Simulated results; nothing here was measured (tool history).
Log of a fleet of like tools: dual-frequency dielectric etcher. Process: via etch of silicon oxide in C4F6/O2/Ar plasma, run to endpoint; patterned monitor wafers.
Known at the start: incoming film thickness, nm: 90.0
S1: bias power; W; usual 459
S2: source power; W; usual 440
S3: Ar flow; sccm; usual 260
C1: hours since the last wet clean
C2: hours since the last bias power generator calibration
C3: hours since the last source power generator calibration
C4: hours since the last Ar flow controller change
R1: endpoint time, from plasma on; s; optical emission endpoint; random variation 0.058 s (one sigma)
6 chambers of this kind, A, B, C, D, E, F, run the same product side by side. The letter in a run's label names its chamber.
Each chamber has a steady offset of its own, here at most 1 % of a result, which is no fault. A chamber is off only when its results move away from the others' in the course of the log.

run 1A hour=7.2 | S1=459 S2=440 S3=260 | C1=415.4 C2=2805.1 C3=341.5 C4=131.9 | R1=19.286
-- hour=10.3 chamber A: wet clean of the chamber
run 2B hour=11.2 | S1=459 S2=440 S3=260 | C1=531.5 C2=2059.7 C3=1141.7 C4=885.1 | R1=19.442
run 3F hour=18.7 | S1=459 S2=440 S3=260 | C1=145.7 C2=134.4 C3=139.1 C4=2203.7 | R1=19.334
run 4C hour=26.1 | S1=459 S2=440 S3=260 | C1=242.5 C2=1308.6 C3=877.9 C4=2986.5 | R1=19.381
run 5D hour=33.4 | S1=459 S2=440 S3=260 | C1=462.1 C2=681.4 C3=682.6 C4=3214 | R1=19.655
run 6E hour=38.1 | S1=459 S2=440 S3=260 | C1=419.8 C2=289.3 C3=1211.3 C4=1769.2 | R1=19.443
run 7D hour=42.9 | S1=459 S2=440 S3=260 | C1=471.6 C2=690.9 C3=692.1 C4=3223.5 | R1=19.646
run 8A hour=48.1 | S1=459 S2=440 S3=260 | C1=37.8 C2=2846 C3=382.4 C4=172.8 | R1=19.27
run 9F hour=52.5 | S1=459 S2=440 S3=260 | C1=179.5 C2=168.2 C3=172.9 C4=2237.5 | R1=19.264
-- hour=53.6 chamber D: wet clean of the chamber
run 10E hour=58.3 | S1=359 S2=440 S3=201 | C1=440 C2=309.5 C3=1231.5 C4=1789.4 | R1=20.698
run 11C hour=65.9 | S1=359 S2=440 S3=201 | C1=282.3 C2=1348.4 C3=917.7 C4=3026.3 | R1=20.647
-- hour=70 chamber E: wet clean of the chamber
run 12B hour=73.4 | S1=359 S2=440 S3=201 | C1=593.7 C2=2121.9 C3=1203.9 C4=947.3 | R1=20.562
run 13D hour=78.1 | S1=359 S2=440 S3=201 | C1=24.5 C2=726.1 C3=727.3 C4=3258.7 | R1=20.687
run 14F hour=81.7 | S1=359 S2=440 S3=201 | C1=208.7 C2=197.4 C3=202.1 C4=2266.7 | R1=20.601
run 15A hour=85.9 | S1=359 S2=440 S3=201 | C1=75.6 C2=2883.8 C3=420.2 C4=210.6 | R1=20.544
run 16C hour=92.4 | S1=459 S2=440 S3=260 | C1=308.8 C2=1374.9 C3=944.2 C4=3052.8 | R1=19.409
run 17E hour=99.3 | S1=525 S2=440 S3=233 | C1=29.3 C2=350.5 C3=1272.5 C4=1830.4 | R1=18.751
run 18B hour=104.9 | S1=525 S2=440 S3=233 | C1=625.2 C2=2153.4 C3=1235.4 C4=978.8 | R1=18.296
run 19B hour=110.1 | S1=525 S2=440 S3=233 | C1=630.4 C2=2158.6 C3=1240.6 C4=984 | R1=18.29
run 20A hour=117.1 | S1=525 S2=440 S3=233 | C1=106.8 C2=2915 C3=451.4 C4=241.8 | R1=18.102
-- hour=120.4 chamber B: wet clean of the chamber
run 21D hour=124.4 | S1=525 S2=440 S3=233 | C1=70.8 C2=772.4 C3=773.6 C4=3305 | R1=18.467
run 22F hour=129.9 | S1=525 S2=440 S3=233 | C1=256.9 C2=245.6 C3=250.3 C4=2314.9 | R1=18.128
run 23E hour=136.9 | S1=459 S2=440 S3=260 | C1=66.9 C2=388.1 C3=1310.1 C4=1868 | R1=20.005
run 24C hour=141.2 | S1=459 S2=440 S3=260 | C1=357.6 C2=1423.7 C3=993 C4=3101.6 | R1=19.365
run 25E hour=147.2 | S1=459 S2=440 S3=260 | C1=77.2 C2=398.4 C3=1320.4 C4=1878.3 | R1=20.089
-- hour=151.9 chamber C: wet clean of the chamber
run 26C hour=153.2 | S1=459 S2=440 S3=260 | C1=1.3 C2=1435.7 C3=1005 C4=3113.6 | R1=19.457
run 27B hour=160.1 | S1=459 S2=440 S3=260 | C1=39.7 C2=2208.6 C3=1290.6 C4=1034 | R1=19.402
run 28D hour=165.2 | S1=459 S2=440 S3=260 | C1=111.6 C2=813.2 C3=814.4 C4=3345.8 | R1=19.646
run 29F hour=172.2 | S1=459 S2=440 S3=260 | C1=299.2 C2=287.9 C3=292.6 C4=2357.2 | R1=19.28
run 30A hour=179.2 | S1=459 S2=440 S3=260 | C1=168.9 C2=2977.1 C3=513.5 C4=303.9 | R1=19.342
run 31A hour=182.7 | S1=459 S2=440 S3=260 | C1=172.4 C2=2980.6 C3=517 C4=307.4 | R1=19.329
run 32C hour=188.8 | S1=459 S2=440 S3=260 | C1=36.9 C2=1471.3 C3=1040.6 C4=3149.2 | R1=19.388
run 33E hour=194.7 | S1=459 S2=440 S3=260 | C1=124.7 C2=445.9 C3=1367.9 C4=1925.8 | R1=20.019
run 34F hour=199 | S1=459 S2=440 S3=260 | C1=326 C2=314.7 C3=319.4 C4=2384 | R1=19.379
run 35B hour=203.4 | S1=459 S2=440 S3=260 | C1=83 C2=2251.9 C3=1333.9 C4=1077.3 | R1=19.407
run 36D hour=208.4 | S1=459 S2=440 S3=260 | C1=154.8 C2=856.4 C3=857.6 C4=3389 | R1=19.618
run 37B hour=213.3 | S1=459 S2=440 S3=260 | C1=92.9 C2=2261.8 C3=1343.8 C4=1087.2 | R1=19.459
run 38A hour=219.6 | S1=459 S2=440 S3=260 | C1=209.3 C2=3017.5 C3=553.9 C4=344.3 | R1=19.223
run 39E hour=225.3 | S1=459 S2=440 S3=260 | C1=155.3 C2=476.5 C3=1398.5 C4=1956.4 | R1=19.994
run 40F hour=231.5 | S1=532 S2=440 S3=228 | C1=358.5 C2=347.2 C3=351.9 C4=2416.5 | R1=18.052

All 6 chambers run these settings next. Forecast each chamber's results:
run 41A hour=237.1 | S1=459 S2=380 S3=260 | R1=?
run 41B hour=237.1 | S1=459 S2=380 S3=260 | R1=?
run 41C hour=237.1 | S1=459 S2=380 S3=260 | R1=?
run 41D hour=237.1 | S1=459 S2=380 S3=260 | R1=?
run 41E hour=237.1 | S1=459 S2=380 S3=260 | R1=?
run 41F hour=237.1 | S1=459 S2=380 S3=260 | R1=?

run=41A R1=20.393
run=41B R1=20.557
run=41C R1=20.428
run=41D R1=20.664
run=41E R1=21.129
run=41F R1=20.347
